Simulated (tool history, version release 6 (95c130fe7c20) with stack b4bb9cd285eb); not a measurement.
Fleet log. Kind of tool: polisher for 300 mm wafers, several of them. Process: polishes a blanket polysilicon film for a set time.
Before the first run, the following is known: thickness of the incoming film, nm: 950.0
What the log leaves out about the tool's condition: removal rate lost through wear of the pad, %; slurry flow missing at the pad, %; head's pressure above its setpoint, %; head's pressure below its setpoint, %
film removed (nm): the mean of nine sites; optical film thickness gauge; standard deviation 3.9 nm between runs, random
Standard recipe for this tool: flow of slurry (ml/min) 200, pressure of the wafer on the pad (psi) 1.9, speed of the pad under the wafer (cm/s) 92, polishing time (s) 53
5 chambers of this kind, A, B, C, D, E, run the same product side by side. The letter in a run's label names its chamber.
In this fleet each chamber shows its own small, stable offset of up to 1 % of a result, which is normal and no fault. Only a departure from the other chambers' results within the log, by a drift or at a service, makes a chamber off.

run,day,flow of slurry (ml/min),pressure of the wafer on the pad (psi),speed of the pad under the wafer (cm/s),polishing time (s),wafers polished on this pad,hours since the slurry nozzle was cleaned,hours since the head pressure was calibrated,film removed (nm)
1A,0.279,200,1.9,92,53,537,19.3,44,333.22
# day 0.438: chamber E: worn pad replaced by a new one
2B,0.542,200,1.9,92,53,526,578.1,218.3,334.81
# day 0.638: chamber C: worn pad replaced by a new one
3C,0.771,200,1.9,92,53,50,334.1,230.3,332.4
4E,0.954,200,1.9,92,53,192,60.7,137.1,338.5
5D,1.096,200,1.9,92,53,461,289.7,480.4,335.15
# day 1.125: chamber B: worn pad replaced by a new one
# day 1.283: chamber A: worn pad replaced by a new one
6D,1.3,200,1.9,92,53,537,294.6,485.3,330.81
7B,1.5,200,1.9,92,53,140,601.1,241.3,335.45
8C,1.662,200,1.9,92,53,381,355.5,251.7,329.97
9E,1.862,200,1.9,92,53,530,82.5,158.9,333.3
# day 1.888: chamber D: worn pad replaced by a new one
10A,2.004,200,1.9,92,53,269,60.7,85.4,335.34
# day 2.108: chamber E: worn pad replaced by a new one
11D,2.192,200,1.9,92,53,113,316,506.7,324.14
12B,2.446,200,1.9,92,53,492,623.8,264,341.54
# day 2.662: chamber C: worn pad replaced by a new one
13E,2.712,200,1.9,92,53,225,102.9,179.3,341.14
14C,2.85,200,1.9,92,53,71,384,280.2,327.09
15A,3.033,200,1.9,92,53,652,85.4,110.1,327.74
16A,3.192,200,1.9,92,53,711,89.2,113.9,328.6
17E,3.333,250,1.9,92,53,456,117.8,194.2,343.23
# day 3.346: chamber B: worn pad replaced by a new one
18D,3.517,250,1.9,92,53,606,347.8,538.5,349.46
# day 3.683: chamber E: worn pad replaced by a new one
19B,3.688,250,1.9,92,53,128,653.6,293.8,340.86
20C,3.829,250,1.9,92,53,435,407.5,303.7,334.43
# day 3.975: chamber B: slurry nozzle cleaned
# day 4.092: chamber D: worn pad replaced by a new one
21A,4.092,250,1.9,92,53,1046,110.8,135.5,341.5
# day 4.1: chamber A: worn pad replaced by a new one
22B,4.262,200,1.9,92,53,342,6.9,307.6,332.94
23D,4.5,200,1.9,92,53,152,371.4,562.1,329.8
24C,4.696,200,1.9,68,53,758,428.3,324.5,248.9
25E,4.862,200,1.9,68,53,439,154.5,230.9,245.83
26E,4.996,200,1.9,68,53,488,157.7,234.1,244.42
# day 5.171: chamber C: worn pad replaced by a new one
27B,5.192,200,1.9,68,53,687,29.2,329.9,250.52
28A,5.375,200,1.9,68,53,475,141.6,166.3,248.6
29C,5.508,200,1.9,92,53,126,447.8,344,338.14
# day 5.533: chamber E: worn pad replaced by a new one
30D,5.792,200,2.2,92,46,632,402.4,593.1,327.24
31E,5.967,200,2.2,92,46,161,181,257.4,337.01

Does one chamber stand apart from the rest, does the shared gauge drift, or is all well apart from small per-chamber offsets? Give the chamber and the most likely cause, where there is one.

Neither any chamber nor the gauge drifts; the chambers differ only by their own small, steady offsets.
